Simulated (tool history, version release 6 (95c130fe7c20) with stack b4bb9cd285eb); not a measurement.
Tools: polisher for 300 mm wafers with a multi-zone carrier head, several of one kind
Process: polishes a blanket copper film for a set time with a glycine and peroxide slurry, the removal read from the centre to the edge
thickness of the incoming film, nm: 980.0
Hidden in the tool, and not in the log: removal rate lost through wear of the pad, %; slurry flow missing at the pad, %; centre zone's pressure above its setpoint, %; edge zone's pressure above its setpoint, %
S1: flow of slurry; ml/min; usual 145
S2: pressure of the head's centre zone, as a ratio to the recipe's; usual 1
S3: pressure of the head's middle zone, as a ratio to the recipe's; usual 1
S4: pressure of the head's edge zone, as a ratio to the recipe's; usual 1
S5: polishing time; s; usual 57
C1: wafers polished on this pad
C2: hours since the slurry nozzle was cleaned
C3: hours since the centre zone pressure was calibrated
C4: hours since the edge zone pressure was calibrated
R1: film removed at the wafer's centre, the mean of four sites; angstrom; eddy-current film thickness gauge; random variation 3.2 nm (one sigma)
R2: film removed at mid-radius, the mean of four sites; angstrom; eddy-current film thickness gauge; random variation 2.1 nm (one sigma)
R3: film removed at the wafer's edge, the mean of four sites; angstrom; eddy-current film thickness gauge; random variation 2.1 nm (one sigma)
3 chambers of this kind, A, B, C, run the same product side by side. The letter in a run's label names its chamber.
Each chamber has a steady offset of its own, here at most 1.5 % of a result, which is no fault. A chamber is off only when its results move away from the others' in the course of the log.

-- day=0.1 chamber C: worn pad replaced by a new one
run 1C day=0.371 | S1=145 S2=1 S3=1 S4=1 S5=57 | C1=83 C2=42.4 C3=417.2 C4=192.4 | R1=2211.8 R2=2287.7 R3=2243.4
run 2A day=0.704 | S1=145 S2=1 S3=1 S4=1 S5=57 | C1=604 C2=23.4 C3=862.6 C4=28.1 | R1=2326.7 R2=2304.7 R3=2264.3
run 3B day=1.133 | S1=145 S2=1 S3=1 S4=1 S5=57 | C1=564 C2=436.6 C3=478.7 C4=119.4 | R1=2269.4 R2=2250.6 R3=2289.2
run 4C day=1.704 | S1=145 S2=1 S3=1 S4=1 S5=57 | C1=492 C2=74.4 C3=449.2 C4=224.4 | R1=2293 R2=2286.3 R3=2274.5
-- day=1.983 chamber B: centre zone pressure recalibrated
-- day=2.142 chamber B: worn pad replaced by a new one
run 5B day=2.254 | S1=145 S2=1 S3=1 S4=1 S5=57 | C1=34 C2=463.5 C3=6.6 C4=146.3 | R1=2267.5 R2=2224.3 R3=2279
run 6A day=2.612 | S1=145 S2=1 S3=1 S4=1 S5=57 | C1=1189 C2=69.2 C3=908.4 C4=73.9 | R1=2257.6 R2=2291.8 R3=2232.2
run 7C day=2.954 | S1=145 S2=1 S3=1 S4=1 S5=57 | C1=875 C2=104.4 C3=479.2 C4=254.4 | R1=2281.8 R2=2312.8 R3=2229.5
-- day=2.975 chamber C: worn pad replaced by a new one
run 8B day=3.354 | S1=145 S2=1 S3=1 S4=1 S5=57 | C1=372 C2=489.9 C3=33 C4=172.7 | R1=2270.3 R2=2231.5 R3=2291
run 9A day=3.854 | S1=145 S2=1 S3=1 S4=1 S5=57 | C1=1570 C2=99 C3=938.2 C4=103.7 | R1=2289.8 R2=2256.3 R3=2231.4
run 10A day=4.233 | S1=145 S2=1 S3=1 S4=1 S5=57 | C1=1686 C2=108.1 C3=947.3 C4=112.8 | R1=2231.4 R2=2223.7 R3=2243.7
run 11B day=4.658 | S1=145 S2=1 S3=1 S4=1 S5=57 | C1=772 C2=521.2 C3=64.3 C4=204 | R1=2257.2 R2=2237.8 R3=2318.3
run 12C day=5.25 | S1=145 S2=1.08 S3=0.95 S4=1 S5=57 | C1=699 C2=159.5 C3=534.3 C4=309.5 | R1=2479.8 R2=2149.9 R3=2252.9
-- day=5.404 chamber B: worn pad replaced by a new one
run 13B day=5.742 | S1=145 S2=1.08 S3=0.95 S4=1 S5=57 | C1=103 C2=547.2 C3=90.3 C4=230 | R1=2413.7 R2=2122.6 R3=2271.2
-- day=5.917 chamber C: worn pad replaced by a new one
run 14C day=6.158 | S1=145 S2=1.08 S3=0.95 S4=1 S5=57 | C1=74 C2=181.3 C3=556.1 C4=331.3 | R1=2456.1 R2=2201.3 R3=2315.3
run 15A day=6.654 | S1=145 S2=1 S3=0.93 S4=1 S5=57 | C1=2429 C2=166.2 C3=1005.4 C4=170.9 | R1=2203.2 R2=2052.2 R3=2209.2
run 16C day=6.962 | S1=145 S2=1 S3=0.93 S4=1 S5=57 | C1=321 C2=200.6 C3=575.4 C4=350.6 | R1=2238 R2=2165.2 R3=2289.9
run 17A day=7.383 | S1=145 S2=1 S3=0.93 S4=1 S5=57 | C1=2653 C2=183.7 C3=1022.9 C4=188.4 | R1=2197.1 R2=2065.7 R3=2162
run 18B day=7.854 | S1=145 S2=1 S3=1 S4=1 S5=57 | C1=751 C2=597.9 C3=141 C4=280.7 | R1=2216.4 R2=2280.3 R3=2273.8
run 19B day=8.221 | S1=145 S2=1 S3=1 S4=1 S5=57 | C1=864 C2=606.7 C3=149.8 C4=289.5 | R1=2271.9 R2=2255.7 R3=2265.3
run 20C day=8.65 | S1=145 S2=1 S3=1 S4=0.93 S5=57 | C1=838 C2=241.1 C3=615.9 C4=391.1 | R1=2245.2 R2=2259.6 R3=2166.2
-- day=8.696 chamber B: worn pad replaced by a new one
-- day=8.788 chamber B: slurry nozzle cleaned
-- day=8.821 chamber C: worn pad replaced by a new one
run 21A day=8.925 | S1=145 S2=1 S3=1 S4=0.93 S5=57 | C1=3126 C2=220.7 C3=1059.9 C4=225.4 | R1=2163.9 R2=2177.6 R3=2066.2
run 22C day=9.196 | S1=145 S2=1 S3=1 S4=0.93 S5=57 | C1=116 C2=254.2 C3=629 C4=404.2 | R1=2193 R2=2284.4 R3=2204.9
-- day=9.254 chamber C: edge zone pressure recalibrated
run 23B day=9.608 | S1=145 S2=1 S3=1 S4=1 S5=57 | C1=280 C2=19.7 C3=183.1 C4=322.8 | R1=2235.8 R2=2286.9 R3=2272.3
run 24A day=10.142 | S1=145 S2=1 S3=1 S4=1 S5=57 | C1=3499 C2=249.9 C3=1089.1 C4=254.6 | R1=2153.7 R2=2147 R3=2142.6
run 25C day=10.592 | S1=145 S2=1 S3=1 S4=1 S5=57 | C1=544 C2=287.7 C3=662.5 C4=32.2 | R1=2267.2 R2=2296.7 R3=2247.4
run 26A day=10.979 | S1=145 S2=1 S3=1 S4=1 S5=57 | C1=3756 C2=270 C3=1109.2 C4=274.7 | R1=2140.2 R2=2114.9 R3=2137.6
run 27B day=11.567 | S1=145 S2=1 S3=1 S4=1 S5=57 | C1=881 C2=66.7 C3=230.1 C4=369.8 | R1=2346.9 R2=2293.8 R3=2288.9
run 28B day=12.021 | S1=145 S2=1 S3=1 S4=1 S5=57 | C1=1020 C2=77.6 C3=241 C4=380.7 | R1=2294.2 R2=2276.8 R3=2293.7
-- day=12.117 chamber B: worn pad replaced by a new one
-- day=12.171 chamber C: worn pad replaced by a new one
run 29A day=12.3 | S1=145 S2=1 S3=1 S4=1 S5=57 | C1=4161 C2=301.7 C3=1140.9 C4=306.4 | R1=2110.8 R2=2122.3 R3=2116.9
-- day=12.583 chamber C: slurry nozzle cleaned
run 30C day=12.771 | S1=145 S2=1 S3=1 S4=1.07 S5=39 | C1=184 C2=4.5 C3=714.8 C4=84.5 | R1=1536.1 R2=1567.8 R3=1634.5
run 31B day=13.167 | S1=145 S2=1 S3=1 S4=1.07 S5=39 | C1=322 C2=105.1 C3=268.5 C4=408.2 | R1=1541 R2=1541.9 R3=1653.9
run 32A day=13.771 | S1=145 S2=1 S3=1 S4=1.07 S5=39 | C1=4612 C2=337 C3=1176.2 C4=341.7 | R1=1420.9 R2=1449.1 R3=1470.3
run 33C day=14.229 | S1=145 S2=1 S3=1 S4=0.9 S5=42 | C1=631 C2=39.5 C3=749.8 C4=119.5 | R1=1641.1 R2=1683.2 R3=1585.4
run 34A day=14.625 | S1=145 S2=1 S3=1 S4=0.9 S5=42 | C1=4874 C2=357.5 C3=1196.7 C4=362.2 | R1=1545.5 R2=1506.2 R3=1441

Next, every chamber runs the same settings. What will each give?
run 35A day=15.058 | S1=145 S2=1 S3=1 S4=1 S5=71 | R1=? R2=? R3=?
run 35B day=15.058 | S1=145 S2=1 S3=1 S4=1 S5=71 | R1=? R2=? R3=?
run 35C day=15.058 | S1=145 S2=1 S3=1 S4=1 S5=71 | R1=? R2=? R3=?

run=35A R1=2612.3 R2=2525.2 R3=2579.2
run=35B R1=2851.6 R2=2834.5 R3=2892.5
run=35C R1=2858.4 R2=2874.7 R3=2818.9

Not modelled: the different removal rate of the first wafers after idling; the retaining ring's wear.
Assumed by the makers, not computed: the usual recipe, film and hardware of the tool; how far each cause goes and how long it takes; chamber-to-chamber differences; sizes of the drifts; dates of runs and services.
